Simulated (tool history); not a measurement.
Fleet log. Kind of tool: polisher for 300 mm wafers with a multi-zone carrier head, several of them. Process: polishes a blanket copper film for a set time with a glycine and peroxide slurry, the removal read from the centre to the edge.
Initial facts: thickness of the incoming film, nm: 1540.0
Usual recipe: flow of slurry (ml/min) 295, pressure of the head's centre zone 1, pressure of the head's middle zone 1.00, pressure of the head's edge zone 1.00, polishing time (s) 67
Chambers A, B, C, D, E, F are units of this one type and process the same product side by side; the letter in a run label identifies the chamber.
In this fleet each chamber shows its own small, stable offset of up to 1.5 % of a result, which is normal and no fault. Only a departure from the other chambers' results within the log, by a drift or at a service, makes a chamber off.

run	hour	flow of slurry (ml/min)	pressure of the head's centre zone	pressure of the head's middle zone	pressure of the head's edge zone	polishing time (s)	film removed at the wafer's centre (nm)	film removed at mid-radius (nm)	film removed at the wafer's edge (nm)
1B	4.4	295	1	1.00	1.00	67	241.16	239.85	237.88
# hour 6.8: chamber D: worn pad replaced by a new one
2D	8.3	295	1	1.00	1.00	67	239.80	236.03	237.04
3C	11.8	295	1	1.00	1.00	67	239.29	239.50	236.04
4F	14.9	295	1	1.00	1.00	67	239.09	239.45	239.28
5A	18.0	295	1	1.00	1.00	67	240.54	236.69	239.34
# hour 21.6: chamber F: centre zone pressure recalibrated
6E	23.7	375	1	0.93	1.00	67	244.60	232.29	245.53
7D	29.7	375	1	0.93	1.00	67	243.67	225.26	245.33
8B	33.9	375	1	0.93	1.00	67	247.21	227.84	241.86
9F	36.9	375	1	0.93	1.00	67	245.37	228.26	246.12
# hour 39.4: chamber C: worn pad replaced by a new one
10A	41.8	375	1	0.93	1.00	67	244.22	225.93	246.05
11E	44.8	375	1	0.93	1.00	67	246.73	227.63	243.46
12C	49.0	295	1	1.00	1.00	67	239.68	243.14	239.36
# hour 52.4: chamber A: worn pad replaced by a new one
13D	54.8	295	1	1.00	1.00	67	237.63	237.09	241.14
14C	58.0	295	1	1.00	0.95	53	188.96	190.44	181.09
# hour 62.3: chamber D: slurry nozzle cleaned
15A	63.8	295	1	1.00	0.95	53	189.33	188.04	183.22
16F	67.7	295	1	1.00	0.95	53	189.74	189.90	186.44
# hour 70.1: chamber E: worn pad replaced by a new one
17E	72.5	295	1	1.00	0.95	53	191.66	187.91	183.81
# hour 76.3: chamber D: worn pad replaced by a new one
18B	76.6	295	1	1.00	0.95	53	192.19	189.25	187.61
19A	79.7	295	1	1.00	0.95	53	188.72	193.83	183.33
20D	83.7	295	1	1.00	1.00	67	239.56	240.11	237.55
21C	89.1	295	1	1.00	1.00	67	238.68	239.51	238.99
22E	94.7	295	1	1.00	1.00	67	242.17	234.72	239.93
# hour 98.4: chamber D: edge zone pressure recalibrated
23B	99.1	295	1	1.00	1.00	67	243.93	237.44	235.37
# hour 101.4: chamber F: worn pad replaced by a new one
24F	103.5	295	1	1.00	1.00	67	239.74	232.99	234.22
# hour 103.8: chamber B: worn pad replaced by a new one
25C	108.3	295	1	1.00	1.00	67	238.66	241.37	231.01
26F	113.4	295	1	1.00	1.00	67	235.23	234.36	238.57
27B	119.3	295	1	1.00	1.00	67	243.78	241.46	231.69
28D	125.3	295	1	1.00	1.00	67	240.26	236.79	240.61
# hour 127.3: chamber B: centre zone pressure recalibrated
29A	130.7	295	1	1.00	1.00	67	241.24	239.86	243.50
30E	136.7	295	1	1.00	1.00	67	241.68	237.30	238.76
31C	141.1	295	1	1.00	1.00	67	238.73	240.24	230.31
32B	144.9	295	1	1.00	1.00	67	242.07	234.98	240.21
# hour 146.5: chamber D: worn pad replaced by a new one
# hour 149.3: chamber E: worn pad replaced by a new one
33A	149.9	295	1	1.00	1.00	67	239.80	241.33	239.62
# hour 150.9: chamber B: slurry nozzle cleaned
34D	155.1	295	1	1.00	0.95	67	238.49	235.26	233.36
# hour 158.3: chamber E: edge zone pressure recalibrated
35F	159.8	295	1	1.00	0.95	67	230.02	227.75	227.50
36E	165.0	295	1	1.00	0.95	67	242.00	245.45	231.37
37E	170.6	295	1	1.00	0.95	67	241.22	241.76	236.65
38D	175.2	295	1	1.00	0.95	67	238.40	235.62	233.77
39A	180.1	295	1	1.00	0.95	67	242.38	236.85	229.74
40F	186.4	295	1	1.00	1.00	67	229.26	229.34	230.45
# hour 191.5: chamber B: worn pad replaced by a new one
41B	192.0	295	1	1.00	1.00	67	242.49	241.30	240.23
42C	197.4	295	1	1.00	1.00	67	237.88	238.83	236.82

Each of the 6 chambers runs these same settings next. Fill in every chamber's results:
43A	201.8	295	1	1.00	1.00	67	?	?	?
43B	201.8	295	1	1.00	1.00	67	?	?	?
43C	201.8	295	1	1.00	1.00	67	?	?	?
43D	201.8	295	1	1.00	1.00	67	?	?	?
43E	201.8	295	1	1.00	1.00	67	?	?	?
43F	201.8	295	1	1.00	1.00	67	?	?	?

run	film removed at the wafer's centre (nm)	film removed at mid-radius (nm)	film removed at the wafer's edge (nm)
43A	239.44	238.34	240.34
43B	240.37	241.28	238.34
43C	239.45	243.65	233.40
43D	236.40	244.42	239.28
43E	242.22	238.28	237.00
43F	228.05	226.71	234.75

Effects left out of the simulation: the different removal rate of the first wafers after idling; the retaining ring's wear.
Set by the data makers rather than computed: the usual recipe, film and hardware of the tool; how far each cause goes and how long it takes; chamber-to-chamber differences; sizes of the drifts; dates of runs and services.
